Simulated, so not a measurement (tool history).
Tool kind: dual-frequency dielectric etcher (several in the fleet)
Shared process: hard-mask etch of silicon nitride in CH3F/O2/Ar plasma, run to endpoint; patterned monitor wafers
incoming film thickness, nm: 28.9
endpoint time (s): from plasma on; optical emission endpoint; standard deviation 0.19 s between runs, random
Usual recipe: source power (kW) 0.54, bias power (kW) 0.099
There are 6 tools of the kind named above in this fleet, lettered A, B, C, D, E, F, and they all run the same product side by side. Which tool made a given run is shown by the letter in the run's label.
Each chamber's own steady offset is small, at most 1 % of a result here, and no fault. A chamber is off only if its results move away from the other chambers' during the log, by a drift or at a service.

run 1B day=0.133 | source_power_(kW)=0.54 bias_power_(kW)=0.099 | endpoint_time_(s)=33.081
run 2E day=0.217 | source_power_(kW)=0.54 bias_power_(kW)=0.099 | endpoint_time_(s)=33.121
run 3C day=0.392 | source_power_(kW)=0.54 bias_power_(kW)=0.099 | endpoint_time_(s)=33.387
run 4F day=0.479 | source_power_(kW)=0.54 bias_power_(kW)=0.099 | endpoint_time_(s)=34.139
run 5A day=0.633 | source_power_(kW)=0.54 bias_power_(kW)=0.099 | endpoint_time_(s)=32.964
run 6D day=0.746 | source_power_(kW)=0.54 bias_power_(kW)=0.099 | endpoint_time_(s)=33.255
run 7C day=0.896 | source_power_(kW)=0.46 bias_power_(kW)=0.099 | endpoint_time_(s)=35.723
run 8F day=1.054 | source_power_(kW)=0.46 bias_power_(kW)=0.099 | endpoint_time_(s)=35.826
run 9E day=1.158 | source_power_(kW)=0.46 bias_power_(kW)=0.099 | endpoint_time_(s)=35.171
run 10B day=1.3 | source_power_(kW)=0.46 bias_power_(kW)=0.099 | endpoint_time_(s)=34.782
run 11A day=1.425 | source_power_(kW)=0.46 bias_power_(kW)=0.099 | endpoint_time_(s)=34.894
run 12D day=1.6 | source_power_(kW)=0.46 bias_power_(kW)=0.099 | endpoint_time_(s)=35.279
run 13A day=1.742 | source_power_(kW)=0.54 bias_power_(kW)=0.099 | endpoint_time_(s)=33.299
run 14F day=1.825 | source_power_(kW)=0.54 bias_power_(kW)=0.099 | endpoint_time_(s)=33.847
run 15C day=2 | source_power_(kW)=0.54 bias_power_(kW)=0.099 | endpoint_time_(s)=33.554
run 16E day=2.158 | source_power_(kW)=0.54 bias_power_(kW)=0.099 | endpoint_time_(s)=32.924
run 17B day=2.275 | source_power_(kW)=0.54 bias_power_(kW)=0.099 | endpoint_time_(s)=32.884
run 18D day=2.4 | source_power_(kW)=0.54 bias_power_(kW)=0.099 | endpoint_time_(s)=33.458
run 19A day=2.529 | source_power_(kW)=0.41 bias_power_(kW)=0.117 | endpoint_time_(s)=34.425
run 20C day=2.625 | source_power_(kW)=0.41 bias_power_(kW)=0.117 | endpoint_time_(s)=34.554
run 21F day=2.796 | source_power_(kW)=0.41 bias_power_(kW)=0.117 | endpoint_time_(s)=35.23
run 22B day=2.875 | source_power_(kW)=0.41 bias_power_(kW)=0.117 | endpoint_time_(s)=34.655
run 23D day=3.054 | source_power_(kW)=0.41 bias_power_(kW)=0.117 | endpoint_time_(s)=34.849
run 24E day=3.154 | source_power_(kW)=0.41 bias_power_(kW)=0.117 | endpoint_time_(s)=34.313
run 25C day=3.296 | source_power_(kW)=0.54 bias_power_(kW)=0.099 | endpoint_time_(s)=33.615
run 26E day=3.471 | source_power_(kW)=0.54 bias_power_(kW)=0.099 | endpoint_time_(s)=33.019
run 27F day=3.625 | source_power_(kW)=0.54 bias_power_(kW)=0.099 | endpoint_time_(s)=33.935
run 28B day=3.717 | source_power_(kW)=0.54 bias_power_(kW)=0.099 | endpoint_time_(s)=33.099
run 29D day=3.829 | source_power_(kW)=0.54 bias_power_(kW)=0.099 | endpoint_time_(s)=33.503
run 30A day=3.962 | source_power_(kW)=0.59 bias_power_(kW)=0.118 | endpoint_time_(s)=30.02
run 31F day=4.05 | source_power_(kW)=0.59 bias_power_(kW)=0.118 | endpoint_time_(s)=30.315
run 32C day=4.2 | source_power_(kW)=0.59 bias_power_(kW)=0.118 | endpoint_time_(s)=30.089
run 33D day=4.346 | source_power_(kW)=0.59 bias_power_(kW)=0.118 | endpoint_time_(s)=30.33
-- day=4.438 chamber E: source power generator calibrated
run 34E day=4.508 | source_power_(kW)=0.59 bias_power_(kW)=0.118 | endpoint_time_(s)=30.416
run 35B day=4.592 | source_power_(kW)=0.59 bias_power_(kW)=0.118 | endpoint_time_(s)=30.034
run 36A day=4.696 | source_power_(kW)=0.54 bias_power_(kW)=0.099 | endpoint_time_(s)=33.428
run 37D day=4.858 | source_power_(kW)=0.54 bias_power_(kW)=0.099 | endpoint_time_(s)=33.37
run 38C day=5.033 | source_power_(kW)=0.54 bias_power_(kW)=0.099 | endpoint_time_(s)=33.373
run 39E day=5.15 | source_power_(kW)=0.65 bias_power_(kW)=0.113 | endpoint_time_(s)=29.732
run 40A day=5.262 | source_power_(kW)=0.65 bias_power_(kW)=0.113 | endpoint_time_(s)=29.561
run 41F day=5.408 | source_power_(kW)=0.65 bias_power_(kW)=0.113 | endpoint_time_(s)=30.114
run 42B day=5.546 | source_power_(kW)=0.65 bias_power_(kW)=0.113 | endpoint_time_(s)=29.531
run 43D day=5.667 | source_power_(kW)=0.65 bias_power_(kW)=0.113 | endpoint_time_(s)=29.44
run 44C day=5.808 | source_power_(kW)=0.65 bias_power_(kW)=0.113 | endpoint_time_(s)=29.788

Each of the 6 chambers runs these same settings next. Fill in every chamber's results:
run 45A day=5.938 | source_power_(kW)=0.54 bias_power_(kW)=0.099 | endpoint_time_(s)=?
run 45B day=5.938 | source_power_(kW)=0.54 bias_power_(kW)=0.099 | endpoint_time_(s)=?
run 45C day=5.938 | source_power_(kW)=0.54 bias_power_(kW)=0.099 | endpoint_time_(s)=?
run 45D day=5.938 | source_power_(kW)=0.54 bias_power_(kW)=0.099 | endpoint_time_(s)=?
run 45E day=5.938 | source_power_(kW)=0.54 bias_power_(kW)=0.099 | endpoint_time_(s)=?
run 45F day=5.938 | source_power_(kW)=0.54 bias_power_(kW)=0.099 | endpoint_time_(s)=?

run=45A endpoint_time_(s)=33.2
run=45B endpoint_time_(s)=33.212
run=45C endpoint_time_(s)=33.373
run=45D endpoint_time_(s)=33.575
run=45E endpoint_time_(s)=33.305
run=45F endpoint_time_(s)=33.701
